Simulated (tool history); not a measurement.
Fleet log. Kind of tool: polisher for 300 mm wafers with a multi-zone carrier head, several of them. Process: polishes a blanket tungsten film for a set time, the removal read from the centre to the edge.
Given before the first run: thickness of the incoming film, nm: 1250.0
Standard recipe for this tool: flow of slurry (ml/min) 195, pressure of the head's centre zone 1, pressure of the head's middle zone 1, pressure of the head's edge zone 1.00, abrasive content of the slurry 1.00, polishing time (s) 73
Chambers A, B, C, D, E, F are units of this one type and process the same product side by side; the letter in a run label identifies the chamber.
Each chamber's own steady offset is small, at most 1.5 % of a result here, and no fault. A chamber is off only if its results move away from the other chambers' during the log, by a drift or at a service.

| run | hour | flow of slurry (ml/min) | pressure of the head's centre zone | pressure of the head's middle zone | pressure of the head's edge zone | abrasive content of the slurry | polishing time (s) | film removed at the wafer's centre (nm) | film removed at mid-radius (nm) | film removed at the wafer's edge (nm) |
|---|---|---|---|---|---|---|---|---|---|---|
| 1B | 2.8 | 195 | 1 | 1 | 1.00 | 1.00 | 73 | 378.62 | 380.78 | 376.67 |
|  | 3.8 | chamber F: worn pad replaced by a new one |
| 2D | 6.4 | 195 | 1 | 1 | 1.00 | 1.00 | 73 | 380.78 | 380.87 | 376.81 |
| 3F | 11.2 | 195 | 1 | 1 | 1.00 | 1.00 | 73 | 385.72 | 377.22 | 382.28 |
|  | 15.0 | chamber D: edge zone pressure recalibrated |
| 4A | 16.5 | 195 | 1 | 1 | 1.00 | 1.00 | 73 | 372.53 | 375.40 | 372.99 |
|  | 17.9 | chamber E: worn pad replaced by a new one |
|  | 19.8 | chamber C: worn pad replaced by a new one |
| 5C | 22.7 | 195 | 1 | 1 | 1.00 | 1.00 | 73 | 378.73 | 376.55 | 377.67 |
|  | 24.9 | chamber F: centre zone pressure recalibrated |
| 6E | 26.8 | 195 | 1 | 1 | 1.00 | 1.00 | 73 | 379.62 | 380.38 | 370.95 |
| 7A | 30.2 | 195 | 1 | 1 | 1.00 | 1.00 | 73 | 382.43 | 372.50 | 366.78 |
|  | 33.8 | chamber A: slurry nozzle cleaned |
| 8E | 34.1 | 195 | 1 | 1 | 1.00 | 1.00 | 73 | 376.25 | 381.46 | 372.97 |
| 9F | 38.7 | 195 | 1 | 1 | 1.00 | 1.00 | 73 | 375.97 | 379.48 | 379.99 |
| 10C | 42.8 | 195 | 1 | 1 | 1.00 | 1.00 | 73 | 371.13 | 377.94 | 382.21 |
| 11B | 48.3 | 195 | 1 | 1 | 1.00 | 1.00 | 73 | 374.56 | 373.71 | 377.49 |
| 12D | 53.0 | 195 | 1 | 1 | 1.00 | 1.00 | 73 | 370.79 | 374.26 | 383.41 |
| 13F | 58.4 | 195 | 1 | 1 | 1.00 | 1.00 | 73 | 371.87 | 376.20 | 382.15 |
|  | 58.6 | chamber C: worn pad replaced by a new one |
| 14C | 62.2 | 195 | 1 | 1 | 1.00 | 1.00 | 73 | 373.32 | 376.87 | 375.70 |
|  | 65.2 | chamber B: worn pad replaced by a new one |
|  | 65.6 | chamber A: worn pad replaced by a new one |
| 15E | 66.5 | 195 | 1 | 1 | 1.00 | 1.00 | 73 | 388.03 | 382.12 | 373.20 |
| 16B | 70.6 | 195 | 1 | 1 | 1.00 | 1.00 | 73 | 378.64 | 381.01 | 379.24 |
| 17A | 75.8 | 195 | 1 | 1 | 1.00 | 1.00 | 73 | 378.83 | 374.28 | 376.17 |
|  | 78.1 | chamber F: worn pad replaced by a new one |
| 18D | 80.5 | 195 | 1 | 1 | 1.00 | 1.00 | 73 | 362.51 | 368.46 | 366.03 |
|  | 82.7 | chamber E: worn pad replaced by a new one |
| 19E | 87.1 | 195 | 1 | 1 | 1.08 | 1.25 | 73 | 402.10 | 401.54 | 407.95 |
| 20B | 92.4 | 195 | 1 | 1 | 1.08 | 1.25 | 73 | 400.02 | 400.36 | 413.22 |
| 21A | 96.1 | 195 | 1 | 1 | 1.08 | 1.25 | 73 | 397.84 | 398.18 | 412.63 |
|  | 96.7 | chamber C: worn pad replaced by a new one |
| 22C | 102.2 | 195 | 1 | 1 | 1.08 | 1.25 | 73 | 401.41 | 397.60 | 407.78 |
| 23F | 106.0 | 195 | 1 | 1 | 1.08 | 1.25 | 73 | 401.11 | 402.47 | 412.56 |
| 24D | 109.5 | 195 | 1 | 1 | 1.08 | 1.25 | 73 | 369.12 | 385.01 | 391.05 |
|  | 111.9 | chamber F: slurry nozzle cleaned |
| 25E | 113.6 | 195 | 1 | 1 | 1.00 | 1.00 | 73 | 372.98 | 380.08 | 373.39 |
|  | 115.1 | chamber B: centre zone pressure recalibrated |
| 26D | 116.9 | 195 | 1 | 1 | 1.00 | 1.00 | 73 | 353.03 | 350.31 | 356.92 |
| 27B | 119.8 | 195 | 1 | 1 | 1.00 | 1.00 | 73 | 377.40 | 378.34 | 378.65 |
| 28C | 125.4 | 195 | 1 | 1 | 1.00 | 1.00 | 73 | 374.31 | 378.29 | 372.61 |
| 29A | 130.0 | 195 | 1 | 1 | 1.00 | 1.00 | 73 | 371.29 | 373.25 | 377.08 |
|  | 130.2 | chamber E: centre zone pressure recalibrated |
|  | 133.5 | chamber C: worn pad replaced by a new one |
| 30F | 134.0 | 195 | 1 | 1 | 1.00 | 1.00 | 73 | 379.77 | 378.34 | 376.98 |
| 31D | 139.5 | 195 | 1 | 1 | 1.00 | 1.00 | 73 | 341.78 | 347.59 | 346.23 |
|  | 139.8 | chamber E: edge zone pressure recalibrated |
|  | 143.4 | chamber F: worn pad replaced by a new one |
| 32C | 145.1 | 195 | 1 | 1 | 1.00 | 1.00 | 73 | 377.37 | 374.11 | 380.18 |
|  | 146.8 | chamber B: worn pad replaced by a new one |
|  | 148.3 | chamber E: worn pad replaced by a new one |
| 33A | 150.1 | 195 | 1 | 1 | 1.00 | 1.00 | 73 | 380.83 | 372.27 | 368.53 |
| 34E | 155.2 | 195 | 1 | 1 | 1.00 | 1.00 | 73 | 383.88 | 380.54 | 371.36 |
|  | 155.3 | chamber A: worn pad replaced by a new one |
| 35B | 161.5 | 195 | 1 | 1 | 1.00 | 1.00 | 73 | 373.27 | 374.79 | 377.37 |
| 36F | 167.5 | 195 | 1 | 1 | 1.00 | 1.00 | 73 | 375.81 | 378.66 | 375.29 |
| 37F | 170.4 | 195 | 1 | 1 | 1.00 | 1.00 | 73 | 379.25 | 382.03 | 373.59 |
| 38B | 173.3 | 195 | 1 | 1 | 1.00 | 1.00 | 73 | 376.43 | 382.12 | 371.81 |
| 39A | 176.4 | 195 | 1 | 1 | 1.00 | 1.00 | 73 | 373.45 | 373.66 | 374.25 |

Each of the 6 chambers runs these same settings next. Fill in every chamber's results:
| 40A | 181.0 | 195 | 1 | 1 | 1.00 | 1.10 | 73 | ? | ? | ? |
| 40B | 181.0 | 195 | 1 | 1 | 1.00 | 1.10 | 73 | ? | ? | ? |
| 40C | 181.0 | 195 | 1 | 1 | 1.00 | 1.10 | 73 | ? | ? | ? |
| 40D | 181.0 | 195 | 1 | 1 | 1.00 | 1.10 | 73 | ? | ? | ? |
| 40E | 181.0 | 195 | 1 | 1 | 1.00 | 1.10 | 73 | ? | ? | ? |
| 40F | 181.0 | 195 | 1 | 1 | 1.00 | 1.10 | 73 | ? | ? | ? |

| run | film removed at the wafer's centre (nm) | film removed at mid-radius (nm) | film removed at the wafer's edge (nm) |
|---|---|---|---|
| 40A | 384.47 | 381.00 | 382.75 |
| 40B | 387.29 | 386.77 | 394.48 |
| 40C | 386.37 | 380.38 | 383.15 |
| 40D | 337.34 | 344.42 | 344.41 |
| 40E | 395.40 | 391.86 | 387.57 |
| 40F | 388.26 | 387.90 | 386.63 |
